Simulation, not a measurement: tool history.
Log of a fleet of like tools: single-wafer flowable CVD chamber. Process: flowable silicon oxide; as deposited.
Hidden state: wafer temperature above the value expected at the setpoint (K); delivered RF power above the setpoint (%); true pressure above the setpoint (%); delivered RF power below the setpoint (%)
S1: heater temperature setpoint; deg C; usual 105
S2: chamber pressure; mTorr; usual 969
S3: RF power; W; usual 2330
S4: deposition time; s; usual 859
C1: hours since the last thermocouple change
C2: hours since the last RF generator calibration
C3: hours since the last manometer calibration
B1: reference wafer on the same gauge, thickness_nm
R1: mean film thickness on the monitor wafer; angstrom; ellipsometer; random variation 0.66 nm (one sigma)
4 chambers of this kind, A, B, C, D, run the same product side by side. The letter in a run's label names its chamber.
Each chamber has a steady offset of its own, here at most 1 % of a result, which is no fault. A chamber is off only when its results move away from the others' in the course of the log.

run	hour	S1	S2	S3	S4	C1	C2	C3	B1	R1
1A	5.9	105	969	2330	859	407.8	552.3	2191	585.98	5794.9
2B	10.7	105	969	2330	859	1531.9	86.5	1058.1	586	5750.1
3D	15	105	969	2330	859	2317.7	747.4	387.9	585.85	5754.3
4C	19.5	105	969	2330	859	682.7	869.6	1733.9	585.68	5817.1
5B	24	92	871	2330	859	1545.2	99.8	1071.4	585.76	7843.5
6A	29.9	92	871	2330	859	431.8	576.3	2215	585.62	7810.8
7D	35.1	92	871	2330	859	2337.8	767.5	408	585.56	7799.1
8C	40.6	92	871	2330	859	703.8	890.7	1755	585.59	7918.4
9B	44.5	105	969	2330	859	1565.7	120.3	1091.9	585.34	5755.6
# hour 49.6: chamber C: capacitance manometer re-zeroed and calibrated
10A	51.1	105	969	2330	859	453	597.5	2236.2	585.33	5776.4
11D	57.8	105	969	2330	859	2360.5	790.2	430.7	585.1	5757.5
12C	62.4	105	969	2330	859	725.6	912.5	12.9	585.03	5818.2
13A	66.6	105	969	2330	859	468.5	613	2251.7	585.04	5781.4
14D	72.9	105	969	2330	859	2375.6	805.3	445.8	584.98	5769.5
15C	76.2	105	969	2330	859	739.4	926.3	26.7	585.05	5808.7
# hour 77.6: chamber D: thermocouple changed; heater temperature recalibrated
16B	82.4	105	969	1930	859	1603.6	158.2	1129.8	584.89	5559.8
17C	85.7	105	969	1930	859	748.9	935.8	36.2	584.76	5627.5
18A	88.6	105	969	1930	859	490.5	635	2273.7	584.68	5583.5
19B	92.7	105	969	1930	859	1613.9	168.5	1140.1	584.84	5569.5
20D	95.8	105	969	2330	859	18.3	828.2	468.7	584.57	5738.3
21A	102.5	105	969	2330	859	504.4	648.9	2287.6	584.44	5764.8
22C	105.9	105	969	2330	859	769.1	956	56.4	584.49	5812.2
23B	110.6	105	969	2330	859	1631.8	186.4	1158	584.36	5727.1
24D	116.2	105	969	2330	859	38.7	848.6	489.1	584.49	5745.7
25D	123	105	969	2330	859	45.5	855.4	495.9	584.35	5747.8
26C	127.6	105	969	2330	859	790.8	977.7	78.1	584.14	5815.5
27A	131.1	105	969	2330	859	533	677.5	2316.2	583.96	5756.1
28B	135.8	105	969	2330	859	1657	211.6	1183.2	583.93	5744.6
29A	142.5	105	969	2330	859	544.4	688.9	2327.6	583.85	5766.1
30B	146.3	105	969	2330	859	1667.5	222.1	1193.7	583.8	5729.5
31C	152.6	105	969	2330	859	815.8	1002.7	103.1	583.79	5808.1
32D	156.1	105	969	2330	859	78.6	888.5	529	583.61	5744.1
33D	161.2	105	969	2330	859	83.7	893.6	534.1	583.68	5761
34A	167.5	105	969	2330	859	569.4	713.9	2352.6	583.61	5766.7
35B	170.6	105	969	2330	859	1691.8	246.4	1218	583.4	5738.7
36C	177.3	105	969	2330	859	840.5	1027.4	127.8	583.6	5807.2
37D	183.4	105	969	2330	859	105.9	915.8	556.3	583.4	5744.6
38B	186.5	105	969	2330	859	1707.7	262.3	1233.9	583.21	5733

What goes on in this fleet: one chamber off, a drifting gauge, or nothing beyond the chambers' own small offsets? Name the chamber and the cause, if any.

The gauge drifts, so all chambers seem to drift together. No chamber is off.
Cause: gauge reads low (%) = 0.47.
